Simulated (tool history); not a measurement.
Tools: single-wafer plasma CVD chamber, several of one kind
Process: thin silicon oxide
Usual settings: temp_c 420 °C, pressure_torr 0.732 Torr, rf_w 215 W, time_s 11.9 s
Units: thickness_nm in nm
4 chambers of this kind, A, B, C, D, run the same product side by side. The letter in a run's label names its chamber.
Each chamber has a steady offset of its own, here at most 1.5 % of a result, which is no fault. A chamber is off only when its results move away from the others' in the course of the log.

| run | hour | temp_c | pressure_torr | rf_w | time_s | read-back reference wafer on the same gauge, thickness_nm | thickness_nm |
|---|---|---|---|---|---|---|---|
| 1D | 9.0 | 420 | 0.732 | 215 | 11.9 | 18.698 | 17.154 |
| 2C | 20.6 | 420 | 0.732 | 215 | 11.9 | 18.703 | 17.260 |
| 3B | 34.5 | 420 | 0.732 | 215 | 11.9 | 18.704 | 16.924 |
| 4A | 42.1 | 420 | 0.732 | 215 | 11.9 | 18.709 | 17.308 |
| 5B | 55.7 | 420 | 0.732 | 215 | 11.9 | 18.696 | 16.766 |
| 6C | 66.8 | 420 | 0.732 | 215 | 11.9 | 18.729 | 17.039 |
| 7A | 80.2 | 420 | 0.732 | 215 | 11.9 | 18.708 | 17.280 |
| 8D | 94.7 | 420 | 0.732 | 215 | 11.9 | 18.693 | 17.177 |
| 9D | 102.3 | 420 | 0.732 | 215 | 11.9 | 18.692 | 16.931 |
| 10A | 116.5 | 420 | 0.732 | 215 | 11.9 | 18.690 | 17.280 |
| 11C | 126.7 | 420 | 0.732 | 215 | 11.9 | 18.736 | 17.079 |
| 12B | 136.6 | 420 | 0.732 | 215 | 11.9 | 18.693 | 16.895 |
| 13B | 150.2 | 420 | 0.732 | 215 | 11.9 | 18.705 | 16.884 |
| 14D | 159.8 | 420 | 0.732 | 215 | 11.9 | 18.680 | 16.993 |
| 15A | 174.4 | 420 | 0.732 | 215 | 11.9 | 18.692 | 17.273 |
| 16C | 182.6 | 420 | 0.732 | 215 | 11.9 | 18.701 | 17.101 |
| 17D | 194.3 | 420 | 0.732 | 215 | 10.7 | 18.712 | 15.353 |
| 18B | 207.7 | 420 | 0.732 | 215 | 10.7 | 18.670 | 15.183 |
| 19C | 219.9 | 420 | 0.732 | 215 | 10.7 | 18.721 | 15.370 |
| 20A | 227.0 | 420 | 0.732 | 215 | 10.7 | 18.693 | 15.419 |
|  | 234.8 | chamber B: RF generator calibrated |
| 21C | 239.4 | 420 | 0.864 | 215 | 11.9 | 18.696 | 20.038 |
| 22A | 248.5 | 420 | 0.864 | 215 | 11.9 | 18.711 | 20.202 |
| 23B | 261.6 | 420 | 0.864 | 215 | 11.9 | 18.697 | 19.682 |
| 24D | 273.8 | 420 | 0.864 | 215 | 11.9 | 18.695 | 19.907 |
| 25B | 287.6 | 420 | 0.732 | 215 | 11.9 | 18.692 | 16.909 |
| 26D | 300.6 | 420 | 0.732 | 215 | 11.9 | 18.700 | 16.992 |
| 27C | 313.4 | 420 | 0.732 | 215 | 11.9 | 18.700 | 17.059 |
| 28A | 325.5 | 430 | 0.732 | 215 | 11.9 | 18.725 | 17.020 |
| 29B | 338.8 | 430 | 0.732 | 215 | 11.9 | 18.715 | 16.846 |
| 30A | 347.7 | 430 | 0.732 | 215 | 11.9 | 18.702 | 17.109 |
| 31D | 362.5 | 430 | 0.732 | 215 | 11.9 | 18.698 | 16.946 |
| 32C | 375.4 | 420 | 0.732 | 215 | 11.9 | 18.676 | 17.057 |
| 33A | 390.4 | 420 | 0.732 | 215 | 11.9 | 18.691 | 17.070 |
| 34B | 398.0 | 420 | 0.732 | 215 | 11.9 | 18.711 | 16.857 |
| 35D | 406.1 | 420 | 0.732 | 215 | 11.9 | 18.722 | 17.193 |
| 36C | 418.9 | 420 | 0.732 | 215 | 11.9 | 18.695 | 17.202 |
| 37A | 429.9 | 420 | 0.732 | 215 | 11.9 | 18.697 | 17.150 |

Is one chamber off against the others, does the gauge drift, or is nothing wrong? If a chamber is off, say which, and what the likeliest cause is.

No chamber stands off beyond its own small offset, and the gauge holds steady.
